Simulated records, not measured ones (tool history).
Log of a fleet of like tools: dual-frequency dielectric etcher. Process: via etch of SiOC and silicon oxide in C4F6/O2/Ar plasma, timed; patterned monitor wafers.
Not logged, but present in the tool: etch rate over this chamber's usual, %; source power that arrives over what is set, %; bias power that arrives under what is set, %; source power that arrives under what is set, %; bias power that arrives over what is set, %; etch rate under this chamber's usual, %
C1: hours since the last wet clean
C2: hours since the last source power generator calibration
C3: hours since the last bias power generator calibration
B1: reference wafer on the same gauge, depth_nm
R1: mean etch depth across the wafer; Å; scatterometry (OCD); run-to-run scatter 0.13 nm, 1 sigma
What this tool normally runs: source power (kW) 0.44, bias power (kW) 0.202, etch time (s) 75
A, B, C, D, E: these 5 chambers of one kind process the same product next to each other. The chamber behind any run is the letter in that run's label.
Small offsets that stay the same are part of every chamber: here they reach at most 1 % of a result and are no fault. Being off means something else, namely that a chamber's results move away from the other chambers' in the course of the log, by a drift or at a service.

{"run": "1E", "day": 0.333, "source power (kW)": 0.44, "bias power (kW)": 0.202, "etch time (s)": 75, "C1": 18, "C2": 2036.6, "C3": 108.5, "B1": 78.369, "R1": 915.97}
{"run": "2A", "day": 0.646, "source power (kW)": 0.44, "bias power (kW)": 0.202, "etch time (s)": 75, "C1": 120.4, "C2": 3865.6, "C3": 2791.6, "B1": 78.359, "R1": 918.97}
{"run": "3B", "day": 1.108, "source power (kW)": 0.44, "bias power (kW)": 0.202, "etch time (s)": 75, "C1": 48.7, "C2": 704.3, "C3": 1120.2, "B1": 78.382, "R1": 914.87}
{"run": "4D", "day": 1.454, "source power (kW)": 0.44, "bias power (kW)": 0.202, "etch time (s)": 75, "C1": 193.4, "C2": 1972.3, "C3": 1225.8, "B1": 78.36, "R1": 909.1}
{"run": "5C", "day": 1.825, "source power (kW)": 0.44, "bias power (kW)": 0.202, "etch time (s)": 75, "C1": 151.4, "C2": 2653.1, "C3": 285.1, "B1": 78.342, "R1": 909.99}
{"run": "6B", "day": 2.275, "source power (kW)": 0.44, "bias power (kW)": 0.202, "etch time (s)": 75, "C1": 76.7, "C2": 732.3, "C3": 1148.2, "B1": 78.318, "R1": 914.68}
{"run": "7D", "day": 2.792, "source power (kW)": 0.44, "bias power (kW)": 0.202, "etch time (s)": 75, "C1": 225.5, "C2": 2004.4, "C3": 1257.9, "B1": 78.289, "R1": 909.53}
{"run": "8A", "day": 3.167, "source power (kW)": 0.44, "bias power (kW)": 0.202, "etch time (s)": 75, "C1": 180.9, "C2": 3926.1, "C3": 2852.1, "B1": 78.29, "R1": 917.1}
{"run": "9C", "day": 3.617, "source power (kW)": 0.44, "bias power (kW)": 0.202, "etch time (s)": 85.5, "C1": 194.4, "C2": 2696.1, "C3": 328.1, "B1": 78.286, "R1": 1030.6}
{"run": "10E", "day": 3.983, "source power (kW)": 0.44, "bias power (kW)": 0.202, "etch time (s)": 85.5, "C1": 105.6, "C2": 2124.2, "C3": 196.1, "B1": 78.239, "R1": 1041.3}
{"run": "11B", "day": 4.225, "source power (kW)": 0.44, "bias power (kW)": 0.202, "etch time (s)": 85.5, "C1": 123.5, "C2": 779.1, "C3": 1195, "B1": 78.293, "R1": 1041.5}
{"run": "12E", "day": 4.496, "source power (kW)": 0.44, "bias power (kW)": 0.202, "etch time (s)": 85.5, "C1": 117.9, "C2": 2136.5, "C3": 208.4, "B1": 78.287, "R1": 1038.8}
{"run": "13A", "day": 4.854, "source power (kW)": 0.44, "bias power (kW)": 0.202, "etch time (s)": 85.5, "C1": 221.4, "C2": 3966.6, "C3": 2892.6, "B1": 78.281, "R1": 1047.7}
{"run": "14D", "day": 5.304, "source power (kW)": 0.44, "bias power (kW)": 0.243, "etch time (s)": 61, "C1": 285.8, "C2": 2064.7, "C3": 1318.2, "B1": 78.211, "R1": 783.95}
{"run": "15C", "day": 5.8, "source power (kW)": 0.44, "bias power (kW)": 0.243, "etch time (s)": 61, "C1": 246.8, "C2": 2748.5, "C3": 380.5, "B1": 78.227, "R1": 782.89}
{"run": "16B", "day": 6.154, "source power (kW)": 0.44, "bias power (kW)": 0.243, "etch time (s)": 61, "C1": 169.8, "C2": 825.4, "C3": 1241.3, "B1": 78.192, "R1": 790.85}
{"run": "17A", "day": 6.467, "source power (kW)": 0.44, "bias power (kW)": 0.243, "etch time (s)": 61, "C1": 260.1, "C2": 4005.3, "C3": 2931.3, "B1": 78.153, "R1": 794.91}
{"run": "18D", "day": 6.779, "source power (kW)": 0.44, "bias power (kW)": 0.243, "etch time (s)": 61, "C1": 321.2, "C2": 2100.1, "C3": 1353.6, "B1": 78.192, "R1": 787.39}
{"run": "19E", "day": 7.212, "source power (kW)": 0.44, "bias power (kW)": 0.202, "etch time (s)": 75, "C1": 183.1, "C2": 2201.7, "C3": 273.6, "B1": 78.14, "R1": 913.5}
{"run": "20C", "day": 7.729, "source power (kW)": 0.44, "bias power (kW)": 0.202, "etch time (s)": 75, "C1": 293.1, "C2": 2794.8, "C3": 426.8, "B1": 78.12, "R1": 904.2}
{"run": "21E", "day": 8.2, "source power (kW)": 0.44, "bias power (kW)": 0.202, "etch time (s)": 75, "C1": 206.8, "C2": 2225.4, "C3": 297.3, "B1": 78.115, "R1": 914.43}
{"run": "22C", "day": 8.55, "source power (kW)": 0.44, "bias power (kW)": 0.202, "etch time (s)": 75, "C1": 312.8, "C2": 2814.5, "C3": 446.5, "B1": 78.113, "R1": 904.93}
{"run": "23D", "day": 8.992, "source power (kW)": 0.44, "bias power (kW)": 0.202, "etch time (s)": 75, "C1": 374.3, "C2": 2153.2, "C3": 1406.7, "B1": 78.094, "R1": 907.58}
{"run": "24A", "day": 9.225, "source power (kW)": 0.44, "bias power (kW)": 0.202, "etch time (s)": 75, "C1": 326.3, "C2": 4071.5, "C3": 2997.5, "B1": 78.11, "R1": 915.54}
{"run": "25B", "day": 9.7, "source power (kW)": 0.44, "bias power (kW)": 0.202, "etch time (s)": 75, "C1": 254.9, "C2": 910.5, "C3": 1326.4, "B1": 78.07, "R1": 909.93}
{"run": "26E", "day": 10.038, "source power (kW)": 0.44, "bias power (kW)": 0.202, "etch time (s)": 75, "C1": 250.9, "C2": 2269.5, "C3": 341.4, "B1": 78.066, "R1": 910.79}
{"run": "27C", "day": 10.279, "source power (kW)": 0.44, "bias power (kW)": 0.202, "etch time (s)": 75, "C1": 354.3, "C2": 2856, "C3": 488, "B1": 78.069, "R1": 904.47}
{"run": "28A", "day": 10.733, "source power (kW)": 0.44, "bias power (kW)": 0.202, "etch time (s)": 75, "C1": 362.5, "C2": 4107.7, "C3": 3033.7, "B1": 78.043, "R1": 916.1}
{"run": "29B", "day": 11.075, "source power (kW)": 0.44, "bias power (kW)": 0.202, "etch time (s)": 75, "C1": 287.9, "C2": 943.5, "C3": 1359.4, "B1": 78.022, "R1": 908.23}
{"run": "30D", "day": 11.371, "source power (kW)": 0.44, "bias power (kW)": 0.202, "etch time (s)": 75, "C1": 431.4, "C2": 2210.3, "C3": 1463.8, "B1": 78.041, "R1": 906.93}
{"day": 11.542, "done": "chamber A: source power generator calibrated"}
{"run": "31B", "day": 11.871, "source power (kW)": 0.44, "bias power (kW)": 0.202, "etch time (s)": 75, "C1": 307, "C2": 962.6, "C3": 1378.5, "B1": 77.994, "R1": 910.22}
{"run": "32E", "day": 12.171, "source power (kW)": 0.44, "bias power (kW)": 0.202, "etch time (s)": 75, "C1": 302.1, "C2": 2320.7, "C3": 392.6, "B1": 78.006, "R1": 907.71}
{"run": "33D", "day": 12.446, "source power (kW)": 0.44, "bias power (kW)": 0.202, "etch time (s)": 86, "C1": 457.2, "C2": 2236.1, "C3": 1489.6, "B1": 78, "R1": 1040.6}
{"run": "34A", "day": 12.75, "source power (kW)": 0.44, "bias power (kW)": 0.202, "etch time (s)": 86, "C1": 410.9, "C2": 29.1, "C3": 3082.1, "B1": 77.979, "R1": 1047}
{"run": "35C", "day": 13.183, "source power (kW)": 0.44, "bias power (kW)": 0.202, "etch time (s)": 86, "C1": 424, "C2": 2925.7, "C3": 557.7, "B1": 77.963, "R1": 1038}
{"run": "36B", "day": 13.571, "source power (kW)": 0.44, "bias power (kW)": 0.202, "etch time (s)": 86, "C1": 347.8, "C2": 1003.4, "C3": 1419.3, "B1": 77.936, "R1": 1042.7}

Read the log: is a single chamber off, either drifting away or since a service, is the gauge that measures every chamber drifting, or is nothing wrong beyond small per-chamber offsets? Name any odd chamber and what most likely caused it.

The gauge drifts, so all chambers seem to drift together. No chamber is off.
Cause: gauge reads low (%) = 0.589.
